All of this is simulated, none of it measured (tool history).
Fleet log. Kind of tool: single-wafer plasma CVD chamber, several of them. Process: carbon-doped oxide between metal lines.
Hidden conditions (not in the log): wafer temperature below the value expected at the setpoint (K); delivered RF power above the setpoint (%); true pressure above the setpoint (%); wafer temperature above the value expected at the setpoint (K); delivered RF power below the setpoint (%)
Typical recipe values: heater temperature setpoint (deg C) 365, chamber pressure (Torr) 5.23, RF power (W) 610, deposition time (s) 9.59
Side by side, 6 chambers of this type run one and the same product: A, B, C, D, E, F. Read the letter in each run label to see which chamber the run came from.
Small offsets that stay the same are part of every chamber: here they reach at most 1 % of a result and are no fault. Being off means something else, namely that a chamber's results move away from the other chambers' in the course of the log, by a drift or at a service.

run	day	heater temperature setpoint (deg C)	chamber pressure (Torr)	RF power (W)	deposition time (s)	hours since the last thermocouple change	hours since the last RF generator calibration	hours since the last manometer calibration	read-back reference wafer on the same gauge, thickness_nm	mean film thickness on the monitor wafer (angstrom)
1E	0.296	365	5.23	610	9.59	1165.8	630.4	883.4	46.098	543.12
2C	0.612	365	5.23	610	9.59	280.5	1238.7	867.1	46.106	547.47
3F	0.883	365	5.23	610	9.59	442.2	839.6	140.3	46.125	545.6
4B	1.246	365	5.23	610	9.59	2261.4	685.4	2101.2	46.118	547.97
5D	1.638	365	5.23	610	9.59	181.9	98.9	1716.8	46.116	549.26
6A	1.838	365	5.23	610	9.59	620.4	1796.5	370.3	46.123	543.49
7E	2.162	365	5.23	610	9.59	1210.6	675.2	928.2	46.129	544.09
8A	2.379	351	5.23	610	9.59	633.4	1809.5	383.3	46.141	564.56
9C	2.75	351	5.23	610	9.59	331.8	1290	918.4	46.139	567.55
10F	3.121	351	5.23	610	9.59	495.9	893.3	194	46.147	566.06
11B	3.562	351	5.23	610	9.59	2317	741	2156.8	46.168	567.43
12D	3.871	351	5.23	610	9.59	235.5	152.5	1770.4	46.167	572.23
13E	4.225	351	5.23	610	9.59	1260.1	724.7	977.7	46.163	564.18
14B	4.429	365	5.23	610	9.59	2337.8	761.8	2177.6	46.173	548.15
15F	4.646	365	5.23	610	9.59	532.5	929.9	230.6	46.172	546
16C	5.021	365	5.23	495	10.49	386.3	1344.5	972.9	46.183	525.36
17A	5.246	365	5.23	495	10.49	702.2	1878.3	452.1	46.186	522.96
18D	5.662	365	5.23	495	10.49	278.5	195.5	1813.4	46.199	529.21
19A	6.046	365	5.23	495	10.49	721.4	1897.5	471.3	46.203	523.8
20F	6.35	365	5.23	495	10.49	573.4	970.8	271.5	46.196	523.4
21E	6.583	365	5.23	495	10.49	1316.7	781.3	1034.3	46.204	521.63
22B	6.842	365	5.23	610	9.59	2395.7	819.7	2235.5	46.207	548.03
23D	7.171	365	5.23	610	9.59	314.7	231.7	1849.6	46.226	552
24C	7.383	365	5.23	610	9.59	443	1401.2	1029.6	46.221	548.31
25A	7.754	365	5.23	610	9.59	762.4	1938.5	512.3	46.217	547.44
26C	7.983	365	5.23	610	9.59	457.4	1415.6	1044	46.224	549.35
27E	8.271	365	5.23	610	9.59	1357.2	821.8	1074.8	46.231	544.07
28B	8.562	365	5.23	610	9.59	2437	861	2276.8	46.238	548.31
29D	8.988	365	5.23	610	9.59	358.3	275.3	1893.2	46.233	551.99
30F	9.212	365	5.23	610	9.59	642.1	1039.5	340.2	46.253	548.69
31D	9.433	365	5.23	610	9.59	369	286	1903.9	46.247	551.89
32E	9.762	365	5.23	610	9.59	1393	857.6	1110.6	46.249	545.58
33F	10.179	365	5.23	610	9.59	665.3	1062.7	363.4	46.266	547.76
34B	10.604	365	5.23	610	9.59	2486	910	2325.8	46.264	549.72
35C	10.921	365	5.23	610	9.59	527.9	1486.1	1114.5	46.278	548.3
36A	11.25	365	5.23	610	9.59	846.3	2022.4	596.2	46.288	545.46
37F	11.65	365	5.23	610	9.59	700.6	1098	398.7	46.282	546.59
# day 11.717: chamber B: thermocouple changed; heater temperature recalibrated
38C	12.021	365	5.23	610	9.59	554.3	1512.5	1140.9	46.294	549.14
39B	12.258	365	5.23	610	9.59	13	949.7	2365.5	46.305	549.22

Next, all 6 chambers run the settings below, one line each with question marks for the results. What does each chamber give?
40A	12.583	365	5.23	610	9.59					?
40B	12.583	365	5.23	610	9.59					?
40C	12.583	365	5.23	610	9.59					?
40D	12.583	365	5.23	610	9.59					?
40E	12.583	365	5.23	610	9.59					?
40F	12.583	365	5.23	610	9.59					?

run	mean film thickness on the monitor wafer (angstrom)
40A	546.84
40B	549.11
40C	549.24
40D	553.1
40E	545.37
40F	548.84

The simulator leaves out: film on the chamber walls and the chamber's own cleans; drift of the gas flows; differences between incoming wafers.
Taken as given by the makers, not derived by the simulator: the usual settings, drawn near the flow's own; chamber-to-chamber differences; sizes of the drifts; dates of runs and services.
